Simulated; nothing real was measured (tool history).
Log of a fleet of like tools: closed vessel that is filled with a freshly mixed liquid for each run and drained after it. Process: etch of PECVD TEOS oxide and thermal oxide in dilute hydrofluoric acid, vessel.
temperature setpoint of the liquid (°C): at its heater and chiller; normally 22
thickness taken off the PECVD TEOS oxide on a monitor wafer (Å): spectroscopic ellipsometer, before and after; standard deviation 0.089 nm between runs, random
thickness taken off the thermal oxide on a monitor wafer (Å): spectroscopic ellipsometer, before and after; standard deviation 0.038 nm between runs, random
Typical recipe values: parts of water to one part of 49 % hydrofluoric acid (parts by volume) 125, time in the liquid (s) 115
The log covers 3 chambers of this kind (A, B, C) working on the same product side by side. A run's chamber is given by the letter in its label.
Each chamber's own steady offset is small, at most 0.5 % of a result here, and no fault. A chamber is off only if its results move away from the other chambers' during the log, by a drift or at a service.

| run | hour | temperature setpoint of the liquid (°C) | parts of water to one part of 49 % hydrofluoric acid (parts by volume) | time in the liquid (s) | read-back film thickness of the PECVD TEOS oxide reference wafer, read on the same gauge (nm) | read-back film thickness of the thermal oxide reference wafer, read on the same gauge (nm) | thickness taken off the PECVD TEOS oxide on a monitor wafer (Å) | thickness taken off the thermal oxide on a monitor wafer (Å) |
|---|---|---|---|---|---|---|---|---|
| 1A | 3.9 | 22 | 125 | 115 | 79.979 | 39.985 | 165.560 | 40.286 |
| 2C | 11.0 | 22 | 125 | 115 | 80.008 | 40.016 | 165.320 | 40.288 |
| 3B | 17.1 | 22 | 125 | 115 | 79.998 | 39.993 | 166.150 | 41.111 |
| 4C | 23.1 | 22 | 125 | 115 | 79.994 | 40.003 | 166.950 | 41.204 |
| 5A | 29.2 | 22 | 125 | 115 | 80.014 | 39.989 | 165.340 | 41.009 |
| 6B | 32.8 | 22 | 125 | 115 | 80.026 | 40.002 | 165.480 | 41.041 |
| 7B | 36.8 | 22 | 125 | 115 | 80.009 | 39.937 | 165.430 | 40.569 |
| 8C | 41.8 | 22 | 125 | 115 | 79.958 | 39.978 | 169.390 | 40.504 |
| 9A | 46.2 | 22 | 70 | 115 | 79.994 | 39.982 | 319.500 | 76.715 |
| 10A | 54.0 | 22 | 70 | 115 | 79.990 | 40.017 | 320.530 | 78.281 |
| 11C | 59.6 | 22 | 70 | 115 | 80.001 | 39.973 | 317.190 | 78.623 |
| 12B | 66.4 | 22 | 125 | 115 | 80.022 | 39.950 | 166.570 | 41.006 |
| 13A | 71.9 | 22 | 125 | 115 | 79.979 | 39.983 | 166.980 | 41.337 |
| 14B | 77.7 | 22 | 125 | 115 | 79.973 | 39.976 | 166.230 | 40.681 |
| 15C | 85.1 | 22 | 125 | 115 | 80.012 | 39.980 | 167.100 | 40.565 |
| 16A | 90.2 | 22 | 125 | 115 | 80.018 | 40.036 | 164.400 | 41.562 |
| 17B | 93.7 | 22 | 125 | 115 | 80.032 | 40.023 | 166.370 | 41.212 |
| 18C | 101.4 | 22 | 125 | 115 | 79.981 | 39.973 | 166.520 | 40.233 |
| 19A | 105.6 | 22 | 125 | 115 | 79.999 | 40.036 | 166.770 | 41.317 |
| 20C | 111.7 | 22 | 125 | 115 | 80.033 | 39.983 | 167.280 | 40.068 |
| 21B | 116.5 | 22 | 125 | 115 | 79.997 | 40.049 | 166.570 | 39.994 |
| 22A | 122.3 | 22 | 125 | 115 | 79.984 | 40.006 | 164.300 | 40.960 |
| 23C | 126.1 | 22 | 125 | 115 | 79.979 | 39.988 | 167.220 | 39.653 |
| 24B | 132.7 | 22 | 125 | 115 | 80.017 | 39.965 | 167.710 | 40.870 |
| 25B | 140.2 | 18 | 170 | 115 | 79.959 | 40.023 | 98.654 | 24.381 |
|  | 143.6 | chamber C: thermometer replaced |
| 26A | 143.8 | 18 | 170 | 115 | 79.992 | 40.022 | 98.406 | 24.057 |
| 27C | 151.0 | 18 | 170 | 115 | 79.969 | 40.015 | 100.560 | 24.056 |

One chamber off, gauge drift, or nothing amiss beyond the chambers' own small offsets? If it is a chamber, which one, and what is the likeliest cause?

No chamber is off and the gauge is stable; the differences are just each chamber's small, constant offset.
